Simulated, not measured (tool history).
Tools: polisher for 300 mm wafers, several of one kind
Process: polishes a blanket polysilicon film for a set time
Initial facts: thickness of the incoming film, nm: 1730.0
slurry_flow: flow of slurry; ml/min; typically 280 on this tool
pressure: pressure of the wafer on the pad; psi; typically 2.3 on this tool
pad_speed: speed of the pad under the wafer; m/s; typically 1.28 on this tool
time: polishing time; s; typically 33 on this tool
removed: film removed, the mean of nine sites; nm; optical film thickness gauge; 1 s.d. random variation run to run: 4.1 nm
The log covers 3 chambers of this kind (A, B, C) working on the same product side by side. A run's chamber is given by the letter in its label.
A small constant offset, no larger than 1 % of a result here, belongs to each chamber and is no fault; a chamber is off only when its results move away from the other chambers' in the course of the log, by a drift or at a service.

run   hour  slurry_flow  pressure  pad_speed  time  removed
 1C   12.2          280       2.3       1.28    33   328.77
 2B   20.2          280       2.3       1.28    33   332.72
 3A   32.1          280       2.3       1.28    33   326.82
 4C   43.2          280       2.3       1.28    33   327.64
 5B   48.7          190       2.3       1.42    33   353.41
      55.3  -- chamber B: worn pad replaced by a new one
 6A   57.4          190       2.3       1.42    33   345.41
      60.9  -- chamber C: worn pad replaced by a new one
      64.8  -- chamber B: slurry nozzle cleaned
 7C   66.4          190       2.3       1.42    33   344.78
 8A   72.6          280       2.3       1.28    33   322.82
      73.6  -- chamber A: worn pad replaced by a new one
 9B   80.4          280       2.3       1.28    33   332.25
10C   90.3          280       2.3       1.28    33    325.3
11A  100.9          280       2.3       1.28    33   326.69
12B  111.8          280       2.3       1.28    33   335.41
13C  118.5          280       1.7       1.28    44   318.08
14A  130.4          280       1.7       1.28    44   317.39
15B  137.1          280       1.7       1.28    44    333.6
16B  145.6          280       2.3       1.28    33   326.99
17C    152          280       2.3       1.28    33   323.19
     160.9  -- chamber C: worn pad replaced by a new one
     163.7  -- chamber B: head pressure recalibrated
18A  163.9          280       2.3       1.28    33   320.15
     169.4  -- chamber A: worn pad replaced by a new one
19A  174.7          280       2.3       1.28    33   324.67
20B  182.7          280       2.3       1.28    33    327.1
21C    190          280       2.3       1.28    33   330.32
22C  201.1          280       2.3       1.28    33   325.52
23B  211.1          280       2.3       1.28    33   330.82
24A  220.3          280       2.3       1.28    33    323.6
25C  225.6          280       2.3       1.28    33   314.87
26A    234          280       2.3       1.28    33   317.34

Next, every chamber runs the same settings. What will each give?
27A  242.7          280       2.3       1.62    33        ?
27B  242.7          280       2.3       1.62    33        ?
27C  242.7          280       2.3       1.62    33        ?

run  removed
27A   401.87
27B    421.7
27C   411.58
